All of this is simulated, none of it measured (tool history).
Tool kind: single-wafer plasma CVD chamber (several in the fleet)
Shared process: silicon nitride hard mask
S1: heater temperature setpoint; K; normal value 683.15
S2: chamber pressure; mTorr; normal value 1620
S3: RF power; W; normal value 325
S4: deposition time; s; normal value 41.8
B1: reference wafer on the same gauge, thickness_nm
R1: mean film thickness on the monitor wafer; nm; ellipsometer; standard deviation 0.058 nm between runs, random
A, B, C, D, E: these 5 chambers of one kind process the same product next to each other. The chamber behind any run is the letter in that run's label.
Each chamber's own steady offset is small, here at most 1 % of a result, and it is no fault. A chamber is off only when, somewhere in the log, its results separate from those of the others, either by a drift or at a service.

run	day	S1	S2	S3	S4	B1	R1
1A	0.1	683.15	1620	325	41.8	59.484	50.594
2D	0.2	683.15	1620	325	41.8	59.478	50.953
3C	0.371	683.15	1620	325	41.8	59.459	51.029
4B	0.475	683.15	1620	325	41.8	59.47	50.656
5E	0.612	683.15	1620	325	41.8	59.469	50.797
6A	0.729	683.15	1620	325	41.8	59.456	50.57
7E	0.833	683.15	1620	325	41.8	59.444	50.741
8D	0.921	683.15	1620	325	41.8	59.429	50.977
9B	1.029	683.15	1620	325	41.8	59.448	50.597
10C	1.133	683.15	1620	325	41.8	59.409	51.144
11D	1.225	683.15	1620	325	41.8	59.408	50.898
12C	1.321	683.15	1990	325	38.1	59.407	49.209
13A	1.508	683.15	1990	325	38.1	59.404	48.726
14E	1.633	683.15	1990	325	38.1	59.378	48.983
15B	1.821	683.15	1990	325	38.1	59.347	48.952
16E	1.942	683.15	1990	325	38.1	59.371	48.938
17D	2.092	683.15	1620	325	41.8	59.342	50.775
18B	2.175	689.15	1620	325	49.6	59.354	59.97
19A	2.304	689.15	1620	325	49.6	59.331	59.852
20C	2.475	689.15	1620	325	49.6	59.333	60.419
21C	2.612	689.15	1620	325	49.6	59.306	60.228
22B	2.696	689.15	1620	325	49.6	59.3	59.92
23A	2.796	683.15	1620	325	41.8	59.291	50.523
# day 2.838: chamber C: RF generator calibrated
24D	2.925	683.15	1620	325	41.8	59.285	50.75
25E	3.038	683.15	1620	325	41.8	59.28	50.645
26A	3.125	683.15	1620	325	41.8	59.276	50.391
27C	3.312	683.15	1620	325	41.8	59.269	50.827
28D	3.483	683.15	1620	325	41.8	59.238	50.677
29E	3.588	683.15	1620	325	41.8	59.26	50.676
30B	3.742	683.15	1620	325	41.8	59.24	50.565
31E	3.871	683.15	1620	325	41.8	59.244	50.673

Does one chamber stand apart from the rest, does the shared gauge drift, or is all well apart from small per-chamber offsets? Give the chamber and the most likely cause, where there is one.

The gauge drifts, so all chambers seem to drift together. No chamber is off.
Cause: gauge reads low (%) = 0.477.

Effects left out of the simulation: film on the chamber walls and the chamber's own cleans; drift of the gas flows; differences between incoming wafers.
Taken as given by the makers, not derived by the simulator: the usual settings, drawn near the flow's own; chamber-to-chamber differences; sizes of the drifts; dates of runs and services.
